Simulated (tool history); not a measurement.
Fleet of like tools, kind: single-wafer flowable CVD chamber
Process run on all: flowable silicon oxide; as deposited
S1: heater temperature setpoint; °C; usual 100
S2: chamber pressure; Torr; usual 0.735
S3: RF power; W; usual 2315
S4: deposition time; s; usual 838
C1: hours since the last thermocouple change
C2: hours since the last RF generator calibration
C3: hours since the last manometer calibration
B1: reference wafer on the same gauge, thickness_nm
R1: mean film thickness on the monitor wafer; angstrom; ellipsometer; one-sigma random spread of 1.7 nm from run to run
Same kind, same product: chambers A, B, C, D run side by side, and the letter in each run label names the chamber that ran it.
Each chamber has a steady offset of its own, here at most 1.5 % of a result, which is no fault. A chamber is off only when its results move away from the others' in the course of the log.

Run 1D, hour 7.1: usual settings; C1 1093.1; C2 417.4; C3 671.8; B1 508.03. Result: R1 4693.0 angstrom.
Run 2A, hour 13.9: usual settings; C1 1543.7; C2 94.2; C3 1643.2; B1 507.23. Result: R1 4714.2 angstrom.
Run 3C, hour 23.6: usual settings; C1 671.3; C2 1513.7; C3 1427.8; B1 507.99. Result: R1 4711.4 angstrom.
Run 4B, hour 33.5: usual settings; C1 828.4; C2 247.4; C3 1808.6; B1 508.02. Result: R1 4641.7 angstrom.
Run 5D, hour 42.2: usual settings; C1 1128.2; C2 452.5; C3 706.9; B1 508.13. Result: R1 4656.4 angstrom.
Run 6A, hour 50.9: usual settings; C1 1580.7; C2 131.2; C3 1680.2; B1 508.30. Result: R1 4726.0 angstrom.
Run 7C, hour 59.3: usual settings; C1 707.0; C2 1549.4; C3 1463.5; B1 508.58. Result: R1 4666.9 angstrom.
Run 8B, hour 67.4: usual settings; C1 862.3; C2 281.3; C3 1842.5; B1 507.85. Result: R1 4660.1 angstrom.
Run 9A, hour 77.3: usual settings; C1 1607.1; C2 157.6; C3 1706.6; B1 507.61. Result: R1 4751.1 angstrom.
Run 10D, hour 87.2: usual settings; C1 1173.2; C2 497.5; C3 751.9; B1 508.18. Result: R1 4683.0 angstrom.
Run 11C, hour 96.5: usual settings; C1 744.2; C2 1586.6; C3 1500.7; B1 507.85. Result: R1 4666.7 angstrom.
Run 12B, hour 101.7: usual settings; C1 896.6; C2 315.6; C3 1876.8; B1 508.05. Result: R1 4660.8 angstrom.
Run 13D, hour 106.7: usual settings; C1 1192.7; C2 517.0; C3 771.4; B1 508.01. Result: R1 4654.0 angstrom.
Run 14A, hour 114.8: usual settings; C1 1644.6; C2 195.1; C3 1744.1; B1 508.07. Result: R1 4747.2 angstrom.
Run 15B, hour 119.4: usual settings; C1 914.3; C2 333.3; C3 1894.5; B1 508.11. Result: R1 4644.8 angstrom.
Run 16C, hour 127.4: usual settings; C1 775.1; C2 1617.5; C3 1531.6; B1 508.09. Result: R1 4661.7 angstrom.
Run 17B, hour 135.8: usual settings but S3 1975 W; C1 930.7; C2 349.7; C3 1910.9; B1 507.97. Result: R1 4514.3 angstrom.
Run 18A, hour 144.2: usual settings but S3 1975 W; C1 1674.0; C2 224.5; C3 1773.5; B1 508.05. Result: R1 4593.5 angstrom.
Run 19D, hour 151.1: usual settings but S3 1975 W; C1 1237.1; C2 561.4; C3 815.8; B1 508.15. Result: R1 4542.6 angstrom.
Run 20C, hour 159.3: usual settings but S3 1975 W; C1 807.0; C2 1649.4; C3 1563.5; B1 508.06. Result: R1 4542.3 angstrom.
Run 21C, hour 168.4: usual settings; C1 816.1; C2 1658.5; C3 1572.6; B1 508.40. Result: R1 4694.8 angstrom.
Run 22A, hour 175.2: usual settings; C1 1705.0; C2 255.5; C3 1804.5; B1 507.63. Result: R1 4722.7 angstrom.
Run 23D, hour 182.3: usual settings; C1 1268.3; C2 592.6; C3 847.0; B1 508.18. Result: R1 4698.4 angstrom.
Run 24B, hour 191.6: usual settings; C1 986.5; C2 405.5; C3 1966.7; B1 507.80. Result: R1 4653.6 angstrom.
Run 25C, hour 201.3: usual settings; C1 849.0; C2 1691.4; C3 1605.5; B1 508.30. Result: R1 4683.8 angstrom.
Run 26B, hour 211.3: usual settings; C1 1006.2; C2 425.2; C3 1986.4; B1 507.60. Result: R1 4671.9 angstrom.
Run 27A, hour 217.9: usual settings; C1 1747.7; C2 298.2; C3 1847.2; B1 507.96. Result: R1 4721.9 angstrom.
Run 28D, hour 223.9: usual settings; C1 1309.9; C2 634.2; C3 888.6; B1 508.05. Result: R1 4675.0 angstrom.
Run 29C, hour 229.4: usual settings; C1 877.1; C2 1719.5; C3 1633.6; B1 508.07. Result: R1 4679.6 angstrom.
Run 30B, hour 234.3: usual settings; C1 1029.2; C2 448.2; C3 2009.4; B1 508.09. Result: R1 4671.2 angstrom.
Run 31A, hour 241.6: usual settings; C1 1771.4; C2 321.9; C3 1870.9; B1 507.77. Result: R1 4739.8 angstrom.
Run 32D, hour 249.2: usual settings; C1 1335.2; C2 659.5; C3 913.9; B1 508.06. Result: R1 4688.3 angstrom.
Run 33A, hour 257.7: usual settings; C1 1787.5; C2 338.0; C3 1887.0; B1 508.26. Result: R1 4761.2 angstrom.
Run 34D, hour 262.7: usual settings; C1 1348.7; C2 673.0; C3 927.4; B1 508.00. Result: R1 4673.2 angstrom.
Run 35B, hour 271.6: usual settings but S1 108 °C, S2 0.573 Torr; C1 1066.5; C2 485.5; C3 2046.7; B1 508.06. Result: R1 2518.8 angstrom.

Has any chamber moved away from the others, gradually or after a service, or does the common gauge drift, or do the chambers differ only by their own small steady offsets? State the chamber and the most likely cause if one applies.

No chamber is off and the gauge is stable; the differences are just each chamber's small, constant offset.

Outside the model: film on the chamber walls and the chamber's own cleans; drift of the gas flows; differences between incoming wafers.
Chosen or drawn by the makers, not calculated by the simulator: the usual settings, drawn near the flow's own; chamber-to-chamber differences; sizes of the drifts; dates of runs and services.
